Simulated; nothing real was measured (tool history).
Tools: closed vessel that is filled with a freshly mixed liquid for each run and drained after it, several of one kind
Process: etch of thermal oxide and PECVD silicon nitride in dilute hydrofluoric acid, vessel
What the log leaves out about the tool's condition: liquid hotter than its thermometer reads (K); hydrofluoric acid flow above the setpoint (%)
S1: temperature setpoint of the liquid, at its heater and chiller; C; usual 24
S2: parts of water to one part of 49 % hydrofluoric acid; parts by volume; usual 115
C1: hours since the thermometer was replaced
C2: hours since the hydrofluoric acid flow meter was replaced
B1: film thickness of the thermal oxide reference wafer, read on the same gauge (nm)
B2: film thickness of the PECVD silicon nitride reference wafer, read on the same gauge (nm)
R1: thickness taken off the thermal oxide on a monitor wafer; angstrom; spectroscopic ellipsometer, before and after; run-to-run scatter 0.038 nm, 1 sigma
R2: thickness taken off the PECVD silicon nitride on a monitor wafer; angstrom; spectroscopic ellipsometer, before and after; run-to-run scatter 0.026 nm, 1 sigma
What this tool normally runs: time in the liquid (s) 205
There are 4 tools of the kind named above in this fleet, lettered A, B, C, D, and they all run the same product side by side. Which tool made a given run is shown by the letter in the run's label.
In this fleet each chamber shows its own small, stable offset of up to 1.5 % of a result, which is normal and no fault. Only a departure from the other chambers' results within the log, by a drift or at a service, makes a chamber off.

{"run": "1D", "day": 0.142, "S1": 24, "S2": 115, "time in the liquid (s)": 205, "C1": 114.9, "C2": 1067.5, "B1": 29.986, "B2": 89.979, "R1": 83.876, "R2": 30.592}
{"run": "2B", "day": 0.288, "S1": 24, "S2": 115, "time in the liquid (s)": 205, "C1": 173.3, "C2": 1260.7, "B1": 29.992, "B2": 90.009, "R1": 84.854, "R2": 30.313}
{"run": "3A", "day": 0.412, "S1": 24, "S2": 115, "time in the liquid (s)": 205, "C1": 402.6, "C2": 94.9, "B1": 29.972, "B2": 90.021, "R1": 83.624, "R2": 30.408}
{"run": "4C", "day": 0.6, "S1": 24, "S2": 115, "time in the liquid (s)": 205, "C1": 675.8, "C2": 758.7, "B1": 30.018, "B2": 90.017, "R1": 83.67, "R2": 30.675}
{"run": "5D", "day": 0.783, "S1": 24, "S2": 115, "time in the liquid (s)": 205, "C1": 130.3, "C2": 1082.9, "B1": 29.98, "B2": 89.938, "R1": 83.951, "R2": 30.366}
{"run": "6B", "day": 0.983, "S1": 24, "S2": 115, "time in the liquid (s)": 205, "C1": 190, "C2": 1277.4, "B1": 30.014, "B2": 89.991, "R1": 85.682, "R2": 30.068}
{"run": "7C", "day": 1.096, "S1": 24, "S2": 115, "time in the liquid (s)": 205, "C1": 687.7, "C2": 770.6, "B1": 29.991, "B2": 90.01, "R1": 82.868, "R2": 30.457}
{"run": "8A", "day": 1.221, "S1": 24, "S2": 115, "time in the liquid (s)": 205, "C1": 422, "C2": 114.3, "B1": 29.985, "B2": 90.009, "R1": 84.4, "R2": 30.272}
{"run": "9D", "day": 1.412, "S1": 24, "S2": 115, "time in the liquid (s)": 205, "C1": 145.4, "C2": 1098, "B1": 29.993, "B2": 90.013, "R1": 83.419, "R2": 30.208}
{"run": "10C", "day": 1.538, "S1": 24, "S2": 115, "time in the liquid (s)": 205, "C1": 698.3, "C2": 781.2, "B1": 29.975, "B2": 90.005, "R1": 83.229, "R2": 30.632}
{"run": "11A", "day": 1.721, "S1": 20.5, "S2": 65, "time in the liquid (s)": 205, "C1": 434, "C2": 126.3, "B1": 29.989, "B2": 90.003, "R1": 135.22, "R2": 42.151}
{"run": "12B", "day": 1.929, "S1": 20.5, "S2": 65, "time in the liquid (s)": 205, "C1": 212.7, "C2": 1300.1, "B1": 29.984, "B2": 90.039, "R1": 138.34, "R2": 42.818}
{"run": "13C", "day": 2.038, "S1": 20.5, "S2": 65, "time in the liquid (s)": 205, "C1": 710.3, "C2": 793.2, "B1": 30.003, "B2": 89.999, "R1": 134.88, "R2": 42.311}
{"run": "14A", "day": 2.188, "S1": 20.5, "S2": 65, "time in the liquid (s)": 205, "C1": 445.2, "C2": 137.5, "B1": 30.026, "B2": 89.998, "R1": 135.66, "R2": 41.459}
{"run": "15B", "day": 2.317, "S1": 24, "S2": 115, "time in the liquid (s)": 205, "C1": 222, "C2": 1309.4, "B1": 30.003, "B2": 89.996, "R1": 85.437, "R2": 30.148}
{"run": "16D", "day": 2.417, "S1": 24, "S2": 115, "time in the liquid (s)": 205, "C1": 169.5, "C2": 1122.1, "B1": 30, "B2": 89.955, "R1": 82.994, "R2": 30.355}
{"day": 2.558, "done": "chamber D: hydrofluoric acid flow meter replaced"}
{"run": "17D", "day": 2.621, "S1": 26.5, "S2": 115, "time in the liquid (s)": 130, "C1": 174.4, "C2": 1.6, "B1": 30.005, "B2": 90.054, "R1": 58.372, "R2": 22.521}
{"run": "18A", "day": 2.729, "S1": 26.5, "S2": 115, "time in the liquid (s)": 130, "C1": 458.2, "C2": 150.5, "B1": 29.989, "B2": 90.012, "R1": 58.504, "R2": 22.752}
{"run": "19B", "day": 2.908, "S1": 26.5, "S2": 115, "time in the liquid (s)": 130, "C1": 236.2, "C2": 1323.6, "B1": 29.99, "B2": 89.959, "R1": 59.569, "R2": 22.649}
{"run": "20C", "day": 3.138, "S1": 26.5, "S2": 115, "time in the liquid (s)": 130, "C1": 736.7, "C2": 819.6, "B1": 30.012, "B2": 90.016, "R1": 58.246, "R2": 22.921}
{"run": "21D", "day": 3.35, "S1": 24, "S2": 115, "time in the liquid (s)": 205, "C1": 191.9, "C2": 19.1, "B1": 30.006, "B2": 89.992, "R1": 82.844, "R2": 30.293}
{"run": "22A", "day": 3.546, "S1": 24, "S2": 115, "time in the liquid (s)": 205, "C1": 477.8, "C2": 170.1, "B1": 30.014, "B2": 90.012, "R1": 84.303, "R2": 30.48}
{"run": "23B", "day": 3.704, "S1": 24, "S2": 145, "time in the liquid (s)": 130, "C1": 255.3, "C2": 1342.7, "B1": 29.991, "B2": 89.985, "R1": 40.904, "R2": 15.562}
{"run": "24C", "day": 3.838, "S1": 24, "S2": 145, "time in the liquid (s)": 130, "C1": 753.5, "C2": 836.4, "B1": 30.02, "B2": 89.996, "R1": 40.544, "R2": 15.507}
{"run": "25B", "day": 4.062, "S1": 24, "S2": 145, "time in the liquid (s)": 130, "C1": 263.9, "C2": 1351.3, "B1": 29.992, "B2": 89.977, "R1": 41.3, "R2": 15.388}
{"run": "26A", "day": 4.246, "S1": 24, "S2": 145, "time in the liquid (s)": 130, "C1": 494.6, "C2": 186.9, "B1": 29.986, "B2": 90.033, "R1": 41.113, "R2": 15.598}
{"day": 4.396, "done": "chamber B: hydrofluoric acid flow meter replaced"}
{"run": "27C", "day": 4.479, "S1": 24, "S2": 115, "time in the liquid (s)": 205, "C1": 768.9, "C2": 851.8, "B1": 30.02, "B2": 89.994, "R1": 83.53, "R2": 30.657}
{"run": "28D", "day": 4.667, "S1": 24, "S2": 115, "time in the liquid (s)": 205, "C1": 223.5, "C2": 50.7, "B1": 29.993, "B2": 89.972, "R1": 82.965, "R2": 30.439}
{"run": "29B", "day": 4.792, "S1": 24, "S2": 170, "time in the liquid (s)": 85, "C1": 281.4, "C2": 9.5, "B1": 30.012, "B2": 89.999, "R1": 22.13, "R2": 8.4691}
{"run": "30D", "day": 4.904, "S1": 24, "S2": 170, "time in the liquid (s)": 85, "C1": 229.2, "C2": 56.4, "B1": 29.995, "B2": 89.97, "R1": 21.81, "R2": 8.6221}
{"run": "31A", "day": 5.096, "S1": 24, "S2": 170, "time in the liquid (s)": 85, "C1": 515, "C2": 207.3, "B1": 29.995, "B2": 89.982, "R1": 22.212, "R2": 8.7242}
{"run": "32C", "day": 5.246, "S1": 24, "S2": 170, "time in the liquid (s)": 85, "C1": 787.3, "C2": 870.2, "B1": 29.985, "B2": 90.028, "R1": 21.852, "R2": 8.6449}
{"run": "33C", "day": 5.379, "S1": 24, "S2": 115, "time in the liquid (s)": 205, "C1": 790.5, "C2": 873.4, "B1": 30.001, "B2": 89.997, "R1": 83.389, "R2": 30.797}
{"run": "34A", "day": 5.604, "S1": 24, "S2": 115, "time in the liquid (s)": 205, "C1": 527.2, "C2": 219.5, "B1": 30.003, "B2": 89.961, "R1": 84.012, "R2": 30.115}
{"run": "35B", "day": 5.804, "S1": 24, "S2": 115, "time in the liquid (s)": 205, "C1": 305.7, "C2": 33.8, "B1": 30.012, "B2": 90.029, "R1": 84.389, "R2": 30.394}
{"run": "36D", "day": 6.033, "S1": 24, "S2": 115, "time in the liquid (s)": 205, "C1": 256.3, "C2": 83.5, "B1": 30.011, "B2": 89.956, "R1": 83.896, "R2": 30.472}
{"run": "37A", "day": 6.146, "S1": 24, "S2": 115, "time in the liquid (s)": 205, "C1": 540.2, "C2": 232.5, "B1": 30.025, "B2": 90.019, "R1": 84.634, "R2": 30.487}
{"run": "38C", "day": 6.379, "S1": 24, "S2": 115, "time in the liquid (s)": 205, "C1": 814.5, "C2": 897.4, "B1": 30.018, "B2": 90.026, "R1": 84.127, "R2": 30.661}

Is one chamber off against the others, does the gauge drift, or is nothing wrong? If a chamber is off, say which, and what the likeliest cause is.

All chambers stay in line apart from their small fixed offsets, and the gauge does not drift.
